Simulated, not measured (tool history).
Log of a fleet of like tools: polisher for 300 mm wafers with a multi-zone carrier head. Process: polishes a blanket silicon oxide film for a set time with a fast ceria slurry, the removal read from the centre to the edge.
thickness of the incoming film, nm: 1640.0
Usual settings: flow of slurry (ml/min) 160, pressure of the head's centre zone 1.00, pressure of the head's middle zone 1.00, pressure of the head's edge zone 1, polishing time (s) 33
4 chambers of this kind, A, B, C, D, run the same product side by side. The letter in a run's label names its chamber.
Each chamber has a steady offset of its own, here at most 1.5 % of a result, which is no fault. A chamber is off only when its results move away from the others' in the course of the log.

run   hour  flow of slurry (ml/min)  pressure of the head's centre zone  pressure of the head's middle zone  pressure of the head's edge zone  polishing time (s)  film removed at the wafer's centre (angstrom)  film removed at mid-radius (angstrom)  film removed at the wafer's edge (angstrom)
 1B   11.0                      160                                1.00                                1.00                                 1                  33                                         5682.1                                 5671.8                                       5768.7
      18.9  -- chamber D: worn pad replaced by a new one
 2D   24.1                      160                                1.00                                1.00                                 1                  33                                         5746.8                                 5812.2                                       5710.9
 3C   34.1                      160                                1.00                                1.00                                 1                  33                                         5701.1                                 5729.5                                       5659.8
      45.3  -- chamber A: worn pad replaced by a new one
 4A   48.3                      160                                1.00                                1.00                                 1                  33                                         5622.9                                 5759.2                                       5750.6
 5D   59.6                      160                                1.00                                1.00                                 1                  33                                         5720.7                                 5673.2                                       5563.8
      61.6  -- chamber C: worn pad replaced by a new one
 6A   73.0                      125                                1.00                                0.92                                 1                  33                                         5307.6                                 5097.5                                       5500.6
 7B   87.7                      125                                1.00                                0.92                                 1                  33                                         5255.0                                 5062.2                                       5422.3
      89.1  -- chamber B: edge zone pressure recalibrated
 8C  100.7                      125                                1.00                                0.92                                 1                  33                                         5180.0                                 5017.1                                       5450.2
 9C  107.7                      125                                1.00                                0.92                                 1                  33                                         5271.2                                 4932.8                                       5438.7
10D  117.3                      160                                1.00                                1.00                                 1                  33                                         5760.9                                 5798.0                                       5700.8
11A  124.4                      160                                1.00                                1.00                                 1                  33                                         5565.9                                 5597.5                                       5699.0
12B  133.8                      160                                1.00                                0.88                                 1                  33                                         5551.1                                 4980.2                                       5458.4
     134.2  -- chamber D: worn pad replaced by a new one
13C  145.4                      160                                1.00                                0.88                                 1                  33                                         5667.0                                 5101.8                                       5740.3
     153.7  -- chamber C: worn pad replaced by a new one
14A  157.9                      160                                1.00                                0.88                                 1                  33                                         5701.2                                 4972.0                                       5712.3
     159.6  -- chamber A: worn pad replaced by a new one
15B  166.1                      160                                1.00                                0.88                                 1                  33                                         5613.0                                 4755.2                                       5463.7
16D  176.3                      160                                1.00                                1.00                                 1                  33                                         5775.2                                 5866.0                                       5757.8
17B  183.5                      160                                1.00                                1.00                                 1                  33                                         5364.9                                 5531.1                                       5472.9
18C  197.2                      160                                1.00                                1.00                                 1                  33                                         5608.5                                 5754.3                                       5544.4
19A  212.2                      160                                1.00                                1.00                                 1                  33                                         5644.9                                 5629.2                                       5705.7
     225.0  -- chamber C: worn pad replaced by a new one
20D  225.0                      160                                1.00                                1.00                                 1                  33                                         5724.5                                 5700.7                                       5709.9
21A  232.9                      160                                1.04                                1.08                                 1                  33                                         5947.4                                 6029.9                                       5707.6
     236.2  -- chamber B: slurry nozzle cleaned
22C  244.7                      160                                1.04                                1.08                                 1                  33                                         5909.1                                 6100.0                                       5652.3
23D  258.9                      160                                1.04                                1.08                                 1                  33                                         5856.3                                 6078.1                                       5713.5
     261.9  -- chamber A: worn pad replaced by a new one
     264.8  -- chamber D: worn pad replaced by a new one
     265.2  -- chamber C: slurry nozzle cleaned
24B  267.2                      160                                1.04                                1.08                                 1                  33                                         5613.0                                 5741.2                                       5368.3
25D  281.7                      160                                1.00                                1.00                                 1                  33                                         5702.8                                 5664.3                                       5617.3
26A  293.5                      160                                1.00                                1.00                                 1                  33                                         5624.9                                 5686.9                                       5712.3
     300.4  -- chamber C: worn pad replaced by a new one
27B  305.5                      160                                1.00                                1.00                                 1                  33                                         5336.1                                 5358.4                                       5283.6
28C  312.8                      160                                1.00                                1.00                                 1                  33                                         5565.4                                 5719.3                                       5670.5
     313.1  -- chamber A: centre zone pressure recalibrated
29A  324.9                      160                                1.00                                1.00                                 1                  33                                         5672.3                                 5596.3                                       5638.3
30D  334.7                      160                                1.00                                1.00                                 1                  33                                         5656.6                                 5681.2                                       5732.8
31C  345.9                      160                                1.00                                1.00                                 1                  33                                         5662.3                                 5523.6                                       5640.5
     350.0  -- chamber D: slurry nozzle cleaned
32B  356.7                      160                                1.00                                1.00                                 1                  33                                         5112.0                                 5378.5                                       5170.1
33A  364.3                      160                                1.00                                1.00                                 1                  33                                         5784.7                                 5662.3                                       5727.7
34C  379.2                      160                                1.00                                1.00                                 1                  33                                         5609.5                                 5670.9                                       5632.4
     379.9  -- chamber A: worn pad replaced by a new one
     381.6  -- chamber D: worn pad replaced by a new one
35D  392.7                      160                                1.00                                1.00                                 1                  33                                         5749.7                                 5815.1                                       5593.2
36B  406.9                      160                                1.00                                1.00                                 1                  33                                         5218.9                                 5137.7                                       5138.1
37A  416.2                      160                                1.00                                1.00                                 1                  33                                         5596.3                                 5691.4                                       5633.8

What goes on in this fleet: one chamber off, a drifting gauge, or nothing beyond the chambers' own small offsets? Name the chamber and the cause, if any.

Chamber B drifts away from the others.
Cause: removal rate lost through wear of the pad, % = 9.82.

Here are 4 candidates for chamber B's next run, each the usual settings with a change, their results left as question marks. Which one brings its results back in line with what the others give on the usual settings?
In line means no further than this from the other chambers' mean on the usual settings: film removed at the wafer's centre (angstrom) 290.0; film removed at mid-radius (angstrom) 270.0; film removed at the wafer's edge (angstrom) 170.0
38B-1  426.9                      165                                0.99                                1.01                              1.01                  40                                              ?                                      ?                                            ?
38B-2  426.9                      155                                1.00                                0.99                              0.99                  27                                              ?                                      ?                                            ?
38B-3  426.9                      160                                1.00                                1.01                              1.00                  37                                              ?                                      ?                                            ?
38B-4  426.9                      160                                1.00                                1.00                              1.00                  30                                              ?                                      ?                                            ?

The other chambers' mean on the usual settings: film removed at the wafer's centre (angstrom) 5650.1; film removed at mid-radius (angstrom) 5686.8; film removed at the wafer's edge (angstrom) 5673.8
  run  film removed at the wafer's centre (angstrom)  film removed at mid-radius (angstrom)  film removed at the wafer's edge (angstrom)
38B-1                                         6159.4                                 6292.5                                       6291.6
38B-2                                         4148.5                                 4122.4                                       4168.2
38B-3                                         5723.7                                 5788.0                                       5765.6
38B-4                                         4640.5                                 4650.2                                       4675.5
38B-3 brings the chamber back in line.

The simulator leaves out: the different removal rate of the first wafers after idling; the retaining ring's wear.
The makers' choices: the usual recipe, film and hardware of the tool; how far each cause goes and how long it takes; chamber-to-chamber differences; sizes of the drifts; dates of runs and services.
